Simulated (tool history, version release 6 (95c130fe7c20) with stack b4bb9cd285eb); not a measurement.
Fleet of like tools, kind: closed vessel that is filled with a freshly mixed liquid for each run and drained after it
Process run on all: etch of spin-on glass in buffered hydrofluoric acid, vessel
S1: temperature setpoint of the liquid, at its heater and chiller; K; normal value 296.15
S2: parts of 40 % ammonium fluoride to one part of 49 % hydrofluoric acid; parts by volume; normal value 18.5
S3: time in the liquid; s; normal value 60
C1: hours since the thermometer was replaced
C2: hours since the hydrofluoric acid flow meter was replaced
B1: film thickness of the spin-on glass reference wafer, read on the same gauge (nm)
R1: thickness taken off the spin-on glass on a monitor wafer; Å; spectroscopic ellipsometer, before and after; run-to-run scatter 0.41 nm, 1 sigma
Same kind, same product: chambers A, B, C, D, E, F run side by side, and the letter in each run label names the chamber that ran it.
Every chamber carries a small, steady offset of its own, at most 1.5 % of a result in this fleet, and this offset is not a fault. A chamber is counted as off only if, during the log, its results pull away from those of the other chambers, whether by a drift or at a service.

| run | hour | S1 | S2 | S3 | C1 | C2 | B1 | R1 |
|---|---|---|---|---|---|---|---|---|
| 1B | 11.6 | 296.15 | 18.5 | 60 | 746.5 | 2233.1 | 100 | 1007.4 |
| 2D | 20.6 | 296.15 | 18.5 | 60 | 158.2 | 949.4 | 99.989 | 1016.3 |
| 3C | 27.8 | 296.15 | 18.5 | 60 | 511.4 | 2021 | 100 | 1011.2 |
| 4F | 35.8 | 296.15 | 18.5 | 60 | 2398.6 | 552.6 | 99.968 | 1003.9 |
| 5E | 49.3 | 296.15 | 18.5 | 60 | 1171.9 | 154.5 | 100.01 | 1018.8 |
| 6A | 59.7 | 296.15 | 18.5 | 60 | 287.2 | 275.7 | 100.03 | 1015.9 |
| 7C | 70 | 296.15 | 18.5 | 60 | 553.6 | 2063.2 | 99.977 | 1016.9 |
| 8E | 77.5 | 296.15 | 18.5 | 60 | 1200.1 | 182.7 | 99.991 | 1023.5 |
| 9D | 90.3 | 296.15 | 18.5 | 60 | 227.9 | 1019.1 | 99.991 | 1021.4 |
| 10B | 100 | 296.15 | 18.5 | 60 | 834.9 | 2321.5 | 99.991 | 1006 |
|  | 107.3 | chamber B: hydrofluoric acid flow meter replaced |
| 11A | 109.4 | 296.15 | 18.5 | 60 | 336.9 | 325.4 | 99.975 | 1006.1 |
| 12F | 121.1 | 296.15 | 18.5 | 60 | 2483.9 | 637.9 | 100.03 | 1002.3 |
|  | 127.6 | chamber C: hydrofluoric acid flow meter replaced |
| 13C | 128.5 | 296.15 | 18.5 | 60 | 612.1 | 1 | 99.994 | 1014.4 |
| 14D | 134.5 | 296.15 | 18.5 | 60 | 272.1 | 1063.3 | 99.963 | 1027.2 |
| 15F | 146.8 | 294.65 | 18.5 | 30 | 2509.6 | 663.6 | 99.938 | 467.11 |
| 16B | 157.4 | 294.65 | 18.5 | 30 | 892.3 | 50.2 | 100.01 | 465.33 |
| 17A | 165.3 | 294.65 | 18.5 | 30 | 392.8 | 381.3 | 100.05 | 464.15 |
| 18E | 171.5 | 294.65 | 18.5 | 30 | 1294.1 | 276.7 | 100.01 | 473.92 |
| 19F | 183.3 | 294.65 | 18.5 | 30 | 2546.1 | 700.1 | 99.987 | 462.46 |
| 20D | 191 | 294.65 | 18.5 | 30 | 328.6 | 1119.8 | 99.992 | 469.2 |
| 21A | 202.5 | 296.15 | 18.5 | 75 | 430 | 418.5 | 100.02 | 1262 |
| 22B | 213.6 | 296.15 | 18.5 | 75 | 948.5 | 106.4 | 99.989 | 1259 |
| 23C | 220.3 | 296.15 | 18.5 | 75 | 703.9 | 92.8 | 100.01 | 1259.7 |
| 24E | 230.1 | 296.15 | 18.5 | 75 | 1352.7 | 335.3 | 100.04 | 1285.7 |
| 25E | 242.6 | 296.15 | 18.5 | 75 | 1365.2 | 347.8 | 99.997 | 1287 |
| 26F | 255.1 | 296.15 | 18.5 | 75 | 2617.9 | 771.9 | 100.01 | 1261.3 |
| 27C | 264.8 | 296.15 | 18.5 | 60 | 748.4 | 137.3 | 100.03 | 1016.3 |
| 28A | 277.8 | 296.15 | 18.5 | 60 | 505.3 | 493.8 | 99.975 | 1008.1 |
| 29B | 283.9 | 296.15 | 18.5 | 60 | 1018.8 | 176.7 | 100.01 | 1006.3 |
| 30D | 292.2 | 296.15 | 18.5 | 60 | 429.8 | 1221 | 100.03 | 1017.9 |
| 31F | 298.7 | 296.15 | 18.5 | 60 | 2661.5 | 815.5 | 99.995 | 1004.3 |
| 32E | 307.7 | 296.15 | 18.5 | 60 | 1430.3 | 412.9 | 100 | 1021.3 |
| 33D | 319.9 | 292.65 | 22.5 | 60 | 457.5 | 1248.7 | 100.02 | 715.67 |
| 34A | 329.3 | 292.65 | 22.5 | 60 | 556.8 | 545.3 | 99.981 | 707.28 |
| 35C | 342.8 | 292.65 | 22.5 | 60 | 826.4 | 215.3 | 99.974 | 714.31 |
| 36B | 354.8 | 292.65 | 22.5 | 60 | 1089.7 | 247.6 | 100 | 718.76 |

What goes on in this fleet: one chamber off, a drifting gauge, or nothing beyond the chambers' own small offsets? Name the chamber and the cause, if any.

Nothing is wrong: each chamber keeps only its own small, steady offset and the gauge holds still.
